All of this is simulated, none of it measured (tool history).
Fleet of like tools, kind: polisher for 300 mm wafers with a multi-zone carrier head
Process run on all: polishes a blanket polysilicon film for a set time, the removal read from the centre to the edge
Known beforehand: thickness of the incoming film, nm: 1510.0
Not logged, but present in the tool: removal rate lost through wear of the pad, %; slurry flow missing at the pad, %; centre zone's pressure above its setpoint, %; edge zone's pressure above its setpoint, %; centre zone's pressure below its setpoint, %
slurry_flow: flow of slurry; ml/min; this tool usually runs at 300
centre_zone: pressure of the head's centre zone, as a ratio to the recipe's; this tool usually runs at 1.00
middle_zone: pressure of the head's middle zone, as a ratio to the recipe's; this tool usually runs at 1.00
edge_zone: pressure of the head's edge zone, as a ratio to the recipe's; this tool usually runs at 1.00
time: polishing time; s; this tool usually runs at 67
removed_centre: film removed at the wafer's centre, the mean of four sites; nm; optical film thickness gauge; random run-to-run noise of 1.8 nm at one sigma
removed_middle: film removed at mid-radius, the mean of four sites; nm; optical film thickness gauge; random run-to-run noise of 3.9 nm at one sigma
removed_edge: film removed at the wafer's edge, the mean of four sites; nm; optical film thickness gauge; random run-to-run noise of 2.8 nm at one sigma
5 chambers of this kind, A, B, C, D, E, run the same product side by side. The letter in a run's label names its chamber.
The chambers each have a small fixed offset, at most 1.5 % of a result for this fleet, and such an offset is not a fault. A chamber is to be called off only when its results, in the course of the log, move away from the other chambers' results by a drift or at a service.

run,hour,slurry_flow,centre_zone,middle_zone,edge_zone,time,wafers polished on this pad,hours since the slurry nozzle was cleaned,hours since the centre zone pressure was calibrated,hours since the edge zone pressure was calibrated,removed_centre,removed_middle,removed_edge
# hour 1.8: chamber C: worn pad replaced by a new one
# hour 4.1: chamber B: centre zone pressure recalibrated
# hour 6.8: chamber D: worn pad replaced by a new one
# hour 11.8: chamber C: slurry nozzle cleaned
1E,12.5,300,1.00,1.00,1.00,67,281,194.6,872.5,41.7,276.86,270.51,276.05
2C,18.4,300,1.00,1.00,1.00,67,212,6.7,340.6,48.9,274.20,283.56,278.98
3A,30.6,300,1.00,1.00,1.00,67,1204,253.6,808.7,260.5,274.54,271.80,274.64
# hour 31.7: chamber A: worn pad replaced by a new one
4D,39.1,300,1.00,1.00,1.00,67,414,442.2,571.8,71.3,271.96,278.35,271.46
# hour 42.7: chamber B: worn pad replaced by a new one
5B,45.2,300,1.00,1.00,1.00,67,32,278.5,41.1,909.4,273.73,269.78,274.04
# hour 49.5: chamber A: centre zone pressure recalibrated
# hour 51.2: chamber E: worn pad replaced by a new one
6D,51.4,300,1.00,1.00,1.00,67,572,454.5,584.1,83.6,272.61,271.49,268.31
7A,62.4,300,1.00,1.11,1.00,67,394,285.4,13.0,292.3,272.58,300.89,275.07
# hour 64.7: chamber D: worn pad replaced by a new one
8B,75.2,300,1.00,1.11,1.00,67,417,308.5,71.1,939.4,274.78,298.39,270.80
# hour 81.9: chamber B: slurry nozzle cleaned
9C,82.5,300,1.00,1.11,1.00,67,1035,70.8,404.7,113.0,273.46,294.06,279.40
# hour 82.9: chamber C: worn pad replaced by a new one
10E,89.0,300,1.00,1.11,1.00,67,485,271.1,949.0,118.2,276.51,299.39,274.16
11E,98.3,300,1.00,1.11,1.00,67,605,280.4,958.3,127.5,276.13,288.21,275.09
12A,105.8,300,1.00,1.00,1.00,67,950,328.8,56.4,335.7,274.36,273.49,271.82
# hour 111.5: chamber A: edge zone pressure recalibrated
13D,117.3,300,1.00,1.00,1.00,67,675,520.4,650.0,149.5,274.12,272.33,275.86
# hour 117.8: chamber E: worn pad replaced by a new one
# hour 126.2: chamber D: worn pad replaced by a new one
# hour 129.3: chamber A: worn pad replaced by a new one
14B,129.9,300,1.00,1.00,1.00,67,1118,48.1,125.8,994.1,276.58,282.75,274.12
# hour 131.3: chamber D: centre zone pressure recalibrated
# hour 134.0: chamber B: worn pad replaced by a new one
15C,140.0,300,1.00,1.00,1.00,67,733,128.3,462.2,170.5,269.97,269.47,278.15
# hour 142.8: chamber E: centre zone pressure recalibrated
16D,151.8,300,1.00,1.00,1.00,67,329,554.9,20.5,184.0,253.01,277.85,276.80
17B,157.6,300,1.00,1.00,1.00,67,303,75.8,153.5,1021.8,275.35,271.12,271.55
# hour 161.0: chamber C: worn pad replaced by a new one
18E,170.1,300,1.00,1.00,1.00,67,672,352.2,27.3,199.3,276.14,275.36,271.50
# hour 179.6: chamber D: slurry nozzle cleaned
19A,183.1,300,1.00,1.00,1.00,67,691,406.1,133.7,71.6,276.09,269.74,277.24
# hour 186.9: chamber D: worn pad replaced by a new one
# hour 187.3: chamber E: worn pad replaced by a new one
20C,191.4,375,1.00,0.96,1.00,67,390,179.7,513.6,221.9,283.35,271.69,282.93
21C,204.4,375,1.00,0.96,1.00,67,557,192.7,526.6,234.9,278.38,273.15,275.83
22B,213.5,375,1.00,0.96,1.00,67,1020,131.7,209.4,1077.7,282.01,271.13,276.00
23A,221.4,375,1.00,0.96,1.00,67,1182,444.4,172.0,109.9,280.92,272.02,274.14
# hour 225.9: chamber C: worn pad replaced by a new one
# hour 228.4: chamber A: worn pad replaced by a new one
24E,231.8,375,1.00,0.96,1.00,67,571,413.9,89.0,261.0,281.37,267.44,280.73
# hour 233.1: chamber B: worn pad replaced by a new one
25D,240.9,300,1.00,1.00,1.00,67,692,61.4,109.6,273.1,252.07,276.77,272.30
# hour 242.0: chamber E: worn pad replaced by a new one
26A,247.3,300,1.11,1.00,1.07,67,242,470.3,197.9,135.8,310.61,271.75,275.45
# hour 249.1: chamber D: worn pad replaced by a new one
# hour 254.7: chamber D: edge zone pressure recalibrated
27B,260.2,300,1.11,1.00,1.07,67,347,178.4,256.1,1124.4,305.39,272.10,282.48
28E,268.4,300,1.11,1.00,1.07,67,339,450.5,125.6,297.6,312.46,276.31,287.80
29D,276.9,300,1.11,1.00,1.07,67,356,97.4,145.6,22.3,288.09,270.18,285.08
30C,285.8,300,1.11,1.00,1.07,67,769,274.1,608.0,316.3,308.16,281.01,289.74
31D,298.1,300,1.00,1.00,1.00,67,628,118.6,166.8,43.5,251.43,272.58,274.13
# hour 299.1: chamber C: worn pad replaced by a new one
32C,304.5,300,1.00,1.00,1.00,67,70,292.8,626.7,335.0,274.32,282.29,273.94
33A,312.7,300,1.00,0.90,0.92,67,1081,535.7,263.3,201.2,275.32,251.98,260.10
34B,318.5,300,1.00,0.90,0.92,67,1095,236.7,314.4,1182.7,271.61,246.22,260.72

Predict what each chamber gives when all 5 of them run the settings below next.
35A,327.9,345,1.00,1.00,1.00,67,,,,,?,?,?
35B,327.9,345,1.00,1.00,1.00,67,,,,,?,?,?
35C,327.9,345,1.00,1.00,1.00,67,,,,,?,?,?
35D,327.9,345,1.00,1.00,1.00,67,,,,,?,?,?
35E,327.9,345,1.00,1.00,1.00,67,,,,,?,?,?

run,removed_centre,removed_middle,removed_edge
35A,277.33,274.45,278.02
35B,277.76,281.61,278.67
35C,278.13,270.96,277.25
35D,255.15,279.02,276.71
35E,278.62,268.98,276.26
